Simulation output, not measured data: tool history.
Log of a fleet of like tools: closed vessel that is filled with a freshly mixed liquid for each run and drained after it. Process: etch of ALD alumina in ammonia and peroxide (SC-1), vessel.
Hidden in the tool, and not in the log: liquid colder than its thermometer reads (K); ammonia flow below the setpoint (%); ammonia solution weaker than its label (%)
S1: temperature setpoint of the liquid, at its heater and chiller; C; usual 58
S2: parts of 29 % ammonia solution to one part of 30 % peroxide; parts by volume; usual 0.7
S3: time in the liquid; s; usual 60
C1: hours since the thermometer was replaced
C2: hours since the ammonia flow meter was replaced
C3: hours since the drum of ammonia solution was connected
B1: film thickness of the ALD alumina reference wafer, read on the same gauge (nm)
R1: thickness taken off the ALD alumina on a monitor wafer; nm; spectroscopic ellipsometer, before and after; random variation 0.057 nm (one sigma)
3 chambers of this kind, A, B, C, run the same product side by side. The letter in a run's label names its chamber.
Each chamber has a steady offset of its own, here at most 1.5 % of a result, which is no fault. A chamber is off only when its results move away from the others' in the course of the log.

run,hour,S1,S2,S3,C1,C2,C3,B1,R1
1B,4.0,58,0.7,60,1679.5,162.9,473.9,80.008,6.9065
2A,9.7,58,0.7,60,503.3,1062.0,923.9,79.987,6.8176
3C,13.9,58,0.7,60,54.5,1286.7,164.4,79.980,7.0019
4B,17.0,58,0.7,60,1692.5,175.9,486.9,80.014,7.0088
5C,21.6,58,0.7,60,62.2,1294.4,172.1,79.996,6.9544
6A,26.5,58,0.7,60,520.1,1078.8,940.7,80.006,6.9125
7A,30.7,52,0.7,80,524.3,1083.0,944.9,80.000,6.7444
# hour 33.7: chamber A: new drum of ammonia solution connected
8C,35.6,52,0.7,80,76.2,1308.4,186.1,80.008,6.7728
9B,39.8,52,0.7,80,1715.3,198.7,509.7,79.981,6.7294
10A,45.8,58,0.7,60,539.4,1098.1,12.2,79.988,7.0025
11B,50.1,49,0.7,60,1725.6,209.0,520.0,80.014,4.2797
12C,55.9,49,0.7,60,96.5,1328.7,206.4,80.018,4.2659
13C,59.0,49,0.7,60,99.6,1331.8,209.5,80.007,4.3082
14A,63.1,58,0.7,60,556.7,1115.4,29.5,80.014,6.8748
15B,67.9,58,0.7,60,1743.4,226.8,537.8,79.994,6.9003
16C,73.2,58,0.7,60,113.8,1346.0,223.7,80.000,6.9898
17B,76.0,58,0.7,60,1751.5,234.9,545.9,80.010,6.9648
18A,80.9,58,0.7,60,574.5,1133.2,47.3,80.014,6.9528
19A,86.1,58,0.7,60,579.7,1138.4,52.5,79.992,7.0174
20C,91.2,58,0.7,60,131.8,1364.0,241.7,79.993,6.9592
21B,94.1,58,0.7,60,1769.6,253.0,564.0,79.994,6.9293
22B,97.7,58,0.7,60,1773.2,256.6,567.6,80.019,6.8794
23C,100.7,58,0.7,60,141.3,1373.5,251.2,80.020,7.0484
24A,105.1,58,0.7,60,598.7,1157.4,71.5,79.962,6.9516
25C,109.7,58,0.7,60,150.3,1382.5,260.2,79.988,6.9911
26A,112.8,58,0.7,60,606.4,1165.1,79.2,80.009,6.9285
27B,117.7,58,0.7,60,1793.2,276.6,587.6,80.001,6.8890
28B,123.0,58,0.7,60,1798.5,281.9,592.9,79.990,6.9447
29C,128.5,58,0.7,60,169.1,1401.3,279.0,79.982,7.1159
30A,133.5,58,0.7,60,627.1,1185.8,99.9,79.998,6.9593
31A,138.3,58,0.7,60,631.9,1190.6,104.7,79.990,6.8709
32B,144.4,58,0.7,60,1819.9,303.3,614.3,80.023,6.9073
33C,147.8,58,0.7,60,188.4,1420.6,298.3,80.015,7.0464
34C,152.9,58,0.7,60,193.5,1425.7,303.4,80.026,6.9863
35A,157.4,58,0.7,60,651.0,1209.7,123.8,80.005,7.0062
36B,162.9,58,0.7,60,1838.4,321.8,632.8,80.038,6.9196
37A,167.8,58,0.7,60,661.4,1220.1,134.2,80.020,7.0236
38B,171.5,58,0.7,60,1847.0,330.4,641.4,80.012,6.9287

Is one chamber off against the others, does the gauge drift, or is nothing wrong? If a chamber is off, say which, and what the likeliest cause is.

No chamber stands off beyond its own small offset, and the gauge holds steady.
